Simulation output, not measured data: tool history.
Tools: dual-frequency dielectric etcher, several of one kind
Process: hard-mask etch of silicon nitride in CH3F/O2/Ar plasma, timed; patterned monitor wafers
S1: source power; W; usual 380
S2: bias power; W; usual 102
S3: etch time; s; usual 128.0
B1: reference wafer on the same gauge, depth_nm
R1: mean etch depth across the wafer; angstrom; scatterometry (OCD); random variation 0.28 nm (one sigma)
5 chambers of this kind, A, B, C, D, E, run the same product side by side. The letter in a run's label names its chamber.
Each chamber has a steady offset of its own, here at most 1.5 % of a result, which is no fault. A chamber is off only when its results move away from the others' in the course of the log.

run,hour,S1,S2,S3,B1,R1
# hour 5.4: chamber E: wet clean of the chamber
1A,7.5,380,102,128.0,107.53,985.45
2E,15.2,380,102,128.0,107.51,986.14
3B,21.3,380,102,128.0,107.49,991.93
4D,28.6,380,102,128.0,107.51,989.79
5C,32.2,380,102,128.0,107.42,989.17
6E,36.5,380,102,128.0,107.48,988.10
7D,41.7,380,102,128.0,107.57,992.83
8A,48.6,380,102,128.0,107.43,983.89
9C,53.0,380,102,128.0,107.47,984.58
10B,58.0,380,102,128.0,107.49,992.20
11B,65.2,380,102,128.0,107.46,992.98
12E,72.9,380,102,128.0,107.46,990.13
# hour 77.9: chamber C: wet clean of the chamber
13D,79.5,380,102,128.0,107.58,987.86
14C,86.6,380,102,128.0,107.50,984.85
15A,94.7,380,102,128.0,107.49,984.86
16E,100.1,380,102,128.0,107.49,992.07
17C,103.7,380,102,128.0,107.53,985.75
18B,109.7,380,102,155.0,107.41,1200.80
19D,115.4,380,102,155.0,107.46,1201.50
20A,123.2,380,102,155.0,107.50,1211.10
21B,128.8,380,102,155.0,107.56,1203.60
22E,136.6,380,102,155.0,107.48,1196.50
# hour 137.8: chamber B: wet clean of the chamber
23D,144.7,380,102,128.0,107.52,982.71
24A,150.6,380,102,128.0,107.46,1000.10
25C,156.4,380,94,150.5,107.56,1132.50
26B,162.2,380,94,150.5,107.49,1130.40
27C,167.7,380,94,150.5,107.47,1129.20
28D,172.0,380,94,150.5,107.50,1130.90
29E,177.8,380,94,150.5,107.52,1127.40
30A,185.5,380,102,128.0,107.56,1008.80
31A,190.3,300,102,128.0,107.43,929.12
32C,194.0,300,102,128.0,107.51,910.10
33E,200.8,300,102,128.0,107.51,905.73
34D,207.0,300,102,128.0,107.49,905.01

What goes on in this fleet: one chamber off, a drifting gauge, or nothing beyond the chambers' own small offsets? Name the chamber and the cause, if any.

Chamber A drifts away from the others.
Cause: etch rate over this chamber's usual, % = 2.71.

Here are 4 candidates for chamber A's next run, each the usual settings with a change, their results left as question marks. Which one brings its results back in line with what the others give on the usual settings?
In line means no further than this from the other chambers' mean on the usual settings: R1 9.60 angstrom
35A-1,212.8,380,103,133.0,,?
35A-2,212.8,380,96,128.0,,?
35A-3,212.8,380,91,128.0,,?
35A-4,212.8,390,105,128.0,,?

The other chambers' mean on the usual settings: R1 989.14 angstrom
run,R1
35A-1,1053.60
35A-2,988.25
35A-3,969.31
35A-4,1031.00
35A-2 brings the chamber back in line.
